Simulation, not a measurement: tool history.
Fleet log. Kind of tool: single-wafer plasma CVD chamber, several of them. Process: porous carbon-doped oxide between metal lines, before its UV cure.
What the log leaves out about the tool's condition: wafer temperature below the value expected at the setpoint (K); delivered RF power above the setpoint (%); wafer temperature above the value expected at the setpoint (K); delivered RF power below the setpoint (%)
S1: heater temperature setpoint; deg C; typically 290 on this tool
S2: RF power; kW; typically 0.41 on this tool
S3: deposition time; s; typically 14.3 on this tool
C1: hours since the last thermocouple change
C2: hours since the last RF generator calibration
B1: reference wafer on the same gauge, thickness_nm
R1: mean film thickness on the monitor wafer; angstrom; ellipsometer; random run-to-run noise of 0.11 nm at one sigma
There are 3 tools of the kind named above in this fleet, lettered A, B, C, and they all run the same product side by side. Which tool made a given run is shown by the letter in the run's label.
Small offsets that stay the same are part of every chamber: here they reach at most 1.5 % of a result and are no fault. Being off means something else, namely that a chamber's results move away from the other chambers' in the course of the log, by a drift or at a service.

{"run": "1A", "hour": 6.1, "S1": 290, "S2": 0.41, "S3": 14.3, "C1": 1340.1, "C2": 489.2, "B1": 80.232, "R1": 732.78}
{"run": "2B", "hour": 11.9, "S1": 290, "S2": 0.41, "S3": 14.3, "C1": 2054.1, "C2": 115.4, "B1": 80.215, "R1": 719.49}
{"run": "3C", "hour": 18.3, "S1": 290, "S2": 0.41, "S3": 14.3, "C1": 1274.3, "C2": 963.6, "B1": 80.216, "R1": 729.81}
{"run": "4C", "hour": 25.6, "S1": 290, "S2": 0.41, "S3": 14.3, "C1": 1281.6, "C2": 970.9, "B1": 80.23, "R1": 729.16}
{"run": "5B", "hour": 28.8, "S1": 302, "S2": 0.41, "S3": 14.3, "C1": 2071, "C2": 132.3, "B1": 80.23, "R1": 672.51}
{"run": "6A", "hour": 34.1, "S1": 302, "S2": 0.41, "S3": 14.3, "C1": 1368.1, "C2": 517.2, "B1": 80.271, "R1": 680.92}
{"run": "7A", "hour": 38.0, "S1": 302, "S2": 0.41, "S3": 14.3, "C1": 1372, "C2": 521.1, "B1": 80.277, "R1": 683.01}
{"run": "8B", "hour": 42.4, "S1": 290, "S2": 0.41, "S3": 14.3, "C1": 2084.6, "C2": 145.9, "B1": 80.317, "R1": 721.24}
{"run": "9C", "hour": 45.9, "S1": 290, "S2": 0.41, "S3": 14.3, "C1": 1301.9, "C2": 991.2, "B1": 80.289, "R1": 730.16}
{"run": "10C", "hour": 52.5, "S1": 290, "S2": 0.41, "S3": 14.3, "C1": 1308.5, "C2": 997.8, "B1": 80.313, "R1": 732.89}
{"run": "11A", "hour": 57.3, "S1": 278, "S2": 0.41, "S3": 14.3, "C1": 1391.3, "C2": 540.4, "B1": 80.298, "R1": 787.73}
{"run": "12B", "hour": 60.9, "S1": 278, "S2": 0.41, "S3": 14.3, "C1": 2103.1, "C2": 164.4, "B1": 80.357, "R1": 779}
{"run": "13B", "hour": 64.7, "S1": 278, "S2": 0.41, "S3": 14.3, "C1": 2106.9, "C2": 168.2, "B1": 80.317, "R1": 776.83}
{"run": "14A", "hour": 68.3, "S1": 290, "S2": 0.41, "S3": 14.3, "C1": 1402.3, "C2": 551.4, "B1": 80.339, "R1": 733.47}
{"run": "15C", "hour": 75.1, "S1": 302, "S2": 0.41, "S3": 14.3, "C1": 1331.1, "C2": 1020.4, "B1": 80.35, "R1": 682.89}
{"run": "16A", "hour": 81.8, "S1": 302, "S2": 0.41, "S3": 14.3, "C1": 1415.8, "C2": 564.9, "B1": 80.38, "R1": 683.03}
{"run": "17C", "hour": 86.2, "S1": 302, "S2": 0.41, "S3": 14.3, "C1": 1342.2, "C2": 1031.5, "B1": 80.348, "R1": 684.77}
{"run": "18B", "hour": 91.2, "S1": 290, "S2": 0.41, "S3": 14.3, "C1": 2133.4, "C2": 194.7, "B1": 80.431, "R1": 721.51}
{"run": "19A", "hour": 97.4, "S1": 290, "S2": 0.41, "S3": 14.3, "C1": 1431.4, "C2": 580.5, "B1": 80.41, "R1": 731.87}
{"run": "20C", "hour": 104.0, "S1": 278, "S2": 0.44, "S3": 14.3, "C1": 1360, "C2": 1049.3, "B1": 80.396, "R1": 829.91}
{"run": "21B", "hour": 109.9, "S1": 278, "S2": 0.44, "S3": 14.3, "C1": 2152.1, "C2": 213.4, "B1": 80.427, "R1": 822.3}
{"run": "22B", "hour": 113.1, "S1": 278, "S2": 0.44, "S3": 14.3, "C1": 2155.3, "C2": 216.6, "B1": 80.438, "R1": 820.72}
{"run": "23C", "hour": 119.1, "S1": 290, "S2": 0.41, "S3": 14.3, "C1": 1375.1, "C2": 1064.4, "B1": 80.459, "R1": 729.94}
{"run": "24A", "hour": 125.9, "S1": 290, "S2": 0.41, "S3": 14.3, "C1": 1459.9, "C2": 609, "B1": 80.419, "R1": 733.65}
{"run": "25A", "hour": 131.2, "S1": 300, "S2": 0.47, "S3": 14.3, "C1": 1465.2, "C2": 614.3, "B1": 80.477, "R1": 766}
{"run": "26B", "hour": 138.1, "S1": 300, "S2": 0.47, "S3": 14.3, "C1": 2180.3, "C2": 241.6, "B1": 80.475, "R1": 753.19}
{"run": "27C", "hour": 143.8, "S1": 300, "S2": 0.47, "S3": 14.3, "C1": 1399.8, "C2": 1089.1, "B1": 80.528, "R1": 764.31}
{"run": "28C", "hour": 147.0, "S1": 290, "S2": 0.41, "S3": 14.3, "C1": 1403, "C2": 1092.3, "B1": 80.509, "R1": 732.5}
{"run": "29B", "hour": 151.4, "S1": 290, "S2": 0.41, "S3": 14.3, "C1": 2193.6, "C2": 254.9, "B1": 80.524, "R1": 721.39}
{"run": "30A", "hour": 157.0, "S1": 290, "S2": 0.41, "S3": 14.3, "C1": 1491, "C2": 640.1, "B1": 80.49, "R1": 733.51}
{"run": "31B", "hour": 162.6, "S1": 290, "S2": 0.41, "S3": 14.3, "C1": 2204.8, "C2": 266.1, "B1": 80.54, "R1": 722.53}
{"run": "32A", "hour": 166.9, "S1": 290, "S2": 0.41, "S3": 14.3, "C1": 1500.9, "C2": 650, "B1": 80.554, "R1": 733.19}
{"run": "33C", "hour": 171.5, "S1": 290, "S2": 0.41, "S3": 14.3, "C1": 1427.5, "C2": 1116.8, "B1": 80.56, "R1": 732.4}
{"run": "34A", "hour": 177.6, "S1": 290, "S2": 0.41, "S3": 14.3, "C1": 1511.6, "C2": 660.7, "B1": 80.552, "R1": 735.6}
{"run": "35C", "hour": 184.1, "S1": 290, "S2": 0.41, "S3": 14.3, "C1": 1440.1, "C2": 1129.4, "B1": 80.582, "R1": 733.79}
{"run": "36B", "hour": 189.8, "S1": 290, "S2": 0.41, "S3": 14.3, "C1": 2232, "C2": 293.3, "B1": 80.592, "R1": 723.41}
{"run": "37B", "hour": 196.5, "S1": 290, "S2": 0.41, "S3": 12.2, "C1": 2238.7, "C2": 300, "B1": 80.617, "R1": 619.1}
{"run": "38C", "hour": 200.0, "S1": 290, "S2": 0.41, "S3": 12.2, "C1": 1456, "C2": 1145.3, "B1": 80.6, "R1": 629.34}
{"run": "39A", "hour": 206.8, "S1": 290, "S2": 0.41, "S3": 12.2, "C1": 1540.8, "C2": 689.9, "B1": 80.624, "R1": 631.16}
{"run": "40B", "hour": 212.7, "S1": 290, "S2": 0.41, "S3": 14.3, "C1": 2254.9, "C2": 316.2, "B1": 80.638, "R1": 724.54}
{"run": "41C", "hour": 217.1, "S1": 290, "S2": 0.41, "S3": 14.3, "C1": 1473.1, "C2": 1162.4, "B1": 80.666, "R1": 732.52}
{"run": "42A", "hour": 223.6, "S1": 290, "S2": 0.41, "S3": 12.1, "C1": 1557.6, "C2": 706.7, "B1": 80.654, "R1": 624.24}
{"run": "43B", "hour": 229.2, "S1": 290, "S2": 0.41, "S3": 12.1, "C1": 2271.4, "C2": 332.7, "B1": 80.675, "R1": 615.81}
{"run": "44A", "hour": 235.2, "S1": 290, "S2": 0.41, "S3": 12.1, "C1": 1569.2, "C2": 718.3, "B1": 80.657, "R1": 626.41}

Predict what each chamber gives when all 3 of them run the settings below next.
{"run": "45A", "hour": 240.5, "S1": 290, "S2": 0.485, "S3": 14.3, "R1": "?"}
{"run": "45B", "hour": 240.5, "S1": 290, "S2": 0.485, "S3": 14.3, "R1": "?"}
{"run": "45C", "hour": 240.5, "S1": 290, "S2": 0.485, "S3": 14.3, "R1": "?"}

run=45A R1=833.13
run=45B R1=820.28
run=45C R1=831.42
